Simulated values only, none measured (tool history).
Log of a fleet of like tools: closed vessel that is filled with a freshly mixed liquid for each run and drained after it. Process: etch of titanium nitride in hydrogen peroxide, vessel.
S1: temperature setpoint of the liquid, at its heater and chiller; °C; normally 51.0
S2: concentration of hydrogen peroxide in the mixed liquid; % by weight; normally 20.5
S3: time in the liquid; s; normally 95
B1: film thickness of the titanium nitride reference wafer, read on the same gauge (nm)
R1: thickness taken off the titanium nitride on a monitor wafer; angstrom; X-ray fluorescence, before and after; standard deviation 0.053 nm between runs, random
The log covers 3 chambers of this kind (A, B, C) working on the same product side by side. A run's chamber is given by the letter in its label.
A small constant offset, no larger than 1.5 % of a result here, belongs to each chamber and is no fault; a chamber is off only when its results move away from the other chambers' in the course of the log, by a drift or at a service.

| run | hour | S1 | S2 | S3 | B1 | R1 |
|---|---|---|---|---|---|---|
| 1C | 6.8 | 51.0 | 20.5 | 95 | 100.030 | 72.976 |
| 2B | 10.5 | 51.0 | 20.5 | 95 | 99.982 | 73.745 |
| 3A | 14.1 | 51.0 | 20.5 | 95 | 99.982 | 72.911 |
| 4A | 19.7 | 51.0 | 20.5 | 95 | 99.988 | 73.131 |
| 5C | 24.4 | 51.0 | 20.5 | 95 | 100.020 | 74.258 |
| 6B | 30.1 | 43.0 | 20.5 | 140 | 100.000 | 59.420 |
| 7A | 35.9 | 43.0 | 20.5 | 140 | 100.010 | 61.244 |
| 8B | 38.9 | 43.0 | 20.5 | 140 | 99.989 | 59.590 |
| 9C | 44.4 | 47.5 | 26.0 | 95 | 99.996 | 59.676 |
| 10B | 49.6 | 47.5 | 26.0 | 95 | 100.010 | 60.602 |
| 11C | 53.3 | 47.5 | 26.0 | 95 | 100.050 | 59.522 |
| 12A | 59.9 | 51.0 | 20.5 | 95 | 100.000 | 73.266 |
| 13B | 64.3 | 51.0 | 20.5 | 95 | 100.010 | 73.980 |
| 14A | 71.0 | 51.0 | 20.5 | 150 | 99.983 | 116.540 |
| 15C | 76.1 | 51.0 | 20.5 | 150 | 100.000 | 115.470 |
| 16A | 81.2 | 51.0 | 20.5 | 150 | 100.010 | 116.770 |
| 17C | 87.8 | 47.5 | 26.0 | 95 | 99.976 | 60.066 |
| 18B | 94.1 | 47.5 | 26.0 | 95 | 99.999 | 62.269 |
| 19A | 97.2 | 47.5 | 26.0 | 95 | 100.030 | 60.665 |
| 20C | 100.9 | 51.0 | 20.5 | 95 | 99.981 | 73.021 |
| 21B | 107.2 | 51.0 | 20.5 | 95 | 100.030 | 76.434 |
| 22B | 111.3 | 51.0 | 20.5 | 95 | 100.010 | 76.646 |
| 23C | 115.3 | 51.0 | 20.5 | 95 | 99.993 | 72.239 |
| 24A | 121.2 | 51.0 | 20.5 | 95 | 99.999 | 73.662 |
| 25B | 125.2 | 51.0 | 20.5 | 95 | 100.030 | 77.581 |
| 26A | 131.8 | 51.0 | 20.5 | 95 | 99.990 | 74.041 |
| 27C | 137.2 | 51.0 | 20.5 | 50 | 100.000 | 38.263 |
| 28A | 140.3 | 51.0 | 20.5 | 50 | 99.987 | 39.434 |
| 29C | 144.9 | 51.0 | 20.5 | 50 | 99.977 | 38.129 |
| 30B | 151.5 | 51.0 | 20.5 | 95 | 99.981 | 78.453 |
| 31B | 157.2 | 51.0 | 20.5 | 95 | 100.000 | 78.830 |
| 32A | 163.3 | 51.0 | 20.5 | 95 | 99.985 | 73.546 |

Each of the 3 chambers runs these same settings next. Fill in every chamber's results:
| 33A | 168.3 | 45.5 | 20.5 | 95 |  | ? |
| 33B | 168.3 | 45.5 | 20.5 | 95 |  | ? |
| 33C | 168.3 | 45.5 | 20.5 | 95 |  | ? |

| run | R1 |
|---|---|
| 33A | 49.272 |
| 33B | 52.576 |
| 33C | 49.271 |
